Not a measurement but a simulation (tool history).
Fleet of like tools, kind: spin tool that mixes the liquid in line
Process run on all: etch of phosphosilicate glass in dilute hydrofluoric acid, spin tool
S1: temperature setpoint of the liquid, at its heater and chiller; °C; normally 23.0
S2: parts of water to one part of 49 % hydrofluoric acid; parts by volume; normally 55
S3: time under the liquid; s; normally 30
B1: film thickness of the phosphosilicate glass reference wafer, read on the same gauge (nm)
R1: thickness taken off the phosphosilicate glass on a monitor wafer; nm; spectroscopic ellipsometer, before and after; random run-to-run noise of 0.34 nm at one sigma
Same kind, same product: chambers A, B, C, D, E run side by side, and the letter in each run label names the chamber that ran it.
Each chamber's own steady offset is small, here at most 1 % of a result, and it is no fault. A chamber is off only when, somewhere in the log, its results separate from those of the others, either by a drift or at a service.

Run 1B, hour 5.7: usual settings; B1 59.992. Result: R1 74.101 nm.
Run 2D, hour 16.5: usual settings; B1 60.013. Result: R1 75.059 nm.
Run 3C, hour 27.7: usual settings; B1 59.988. Result: R1 74.149 nm.
Run 4E, hour 34.6: usual settings; B1 59.982. Result: R1 73.768 nm.
Run 5A, hour 40.9: usual settings; B1 59.999. Result: R1 74.567 nm.
Run 6A, hour 51.4: usual settings; B1 59.987. Result: R1 74.084 nm.
Run 7E, hour 60.8: usual settings but S2 75 parts by volume; B1 60.013. Result: R1 53.376 nm.
Run 8D, hour 66.6: usual settings but S2 75 parts by volume; B1 60.008. Result: R1 53.295 nm.
Run 9C, hour 72.5: usual settings but S2 75 parts by volume; B1 59.997. Result: R1 52.989 nm.
Run 10B, hour 84.6: usual settings but S2 75 parts by volume; B1 60.003. Result: R1 52.985 nm.
Run 11A, hour 90.1: usual settings but S2 75 parts by volume; B1 60.000. Result: R1 53.326 nm.
Run 12C, hour 96.0: usual settings; B1 59.996. Result: R1 74.510 nm.
At hour 105.8: chamber E: thermometer replaced.
Run 13D, hour 106.9: usual settings; B1 59.979. Result: R1 74.616 nm.
Run 14B, hour 116.2: usual settings; B1 60.007. Result: R1 74.277 nm.
Run 15E, hour 125.2: usual settings but S3 20 s; B1 59.999. Result: R1 49.961 nm.
Run 16A, hour 137.1: usual settings but S3 20 s; B1 60.001. Result: R1 49.068 nm.
Run 17D, hour 144.8: usual settings but S3 20 s; B1 59.998. Result: R1 49.710 nm.
Run 18E, hour 154.9: usual settings but S3 20 s; B1 59.983. Result: R1 50.205 nm.
Run 19B, hour 165.1: usual settings but S3 20 s; B1 60.007. Result: R1 48.883 nm.
Run 20C, hour 171.8: usual settings but S3 25 s; B1 60.002. Result: R1 61.775 nm.
Run 21E, hour 182.4: usual settings but S3 25 s; B1 59.996. Result: R1 62.337 nm.
Run 22D, hour 191.2: usual settings but S3 25 s; B1 60.012. Result: R1 62.052 nm.
Run 23C, hour 197.5: usual settings but S3 25 s; B1 59.987. Result: R1 62.044 nm.
Run 24A, hour 206.7: usual settings but S3 25 s; B1 59.985. Result: R1 61.520 nm.
Run 25B, hour 216.6: usual settings; B1 59.986. Result: R1 73.555 nm.
Run 26A, hour 228.2: usual settings; B1 60.028. Result: R1 74.454 nm.
Run 27C, hour 235.6: usual settings; B1 60.003. Result: R1 74.055 nm.
Run 28B, hour 242.0: usual settings; B1 59.992. Result: R1 74.483 nm.
Run 29D, hour 251.9: usual settings; B1 59.988. Result: R1 74.599 nm.
Run 30E, hour 261.4: usual settings but S1 26.5 °C, S3 15 s; B1 60.019. Result: R1 42.745 nm.
Run 31E, hour 271.0: usual settings but S1 26.5 °C, S3 15 s; B1 60.005. Result: R1 43.394 nm.
Run 32A, hour 279.4: usual settings but S1 26.5 °C, S3 15 s; B1 60.011. Result: R1 42.436 nm.
Run 33D, hour 291.5: usual settings but S1 26.5 °C, S3 15 s; B1 59.980. Result: R1 43.079 nm.
Run 34C, hour 299.8: usual settings but S1 26.5 °C, S3 15 s; B1 59.999. Result: R1 42.700 nm.
Run 35B, hour 310.5: usual settings; B1 59.981. Result: R1 73.582 nm.
Run 36B, hour 315.8: usual settings; B1 60.003. Result: R1 73.726 nm.
Run 37D, hour 323.0: usual settings; B1 59.993. Result: R1 74.519 nm.

What goes on in this fleet: one chamber off, a drifting gauge, or nothing beyond the chambers' own small offsets? Name the chamber and the cause, if any.

No chamber is off and the gauge is stable; the differences are just each chamber's small, constant offset.
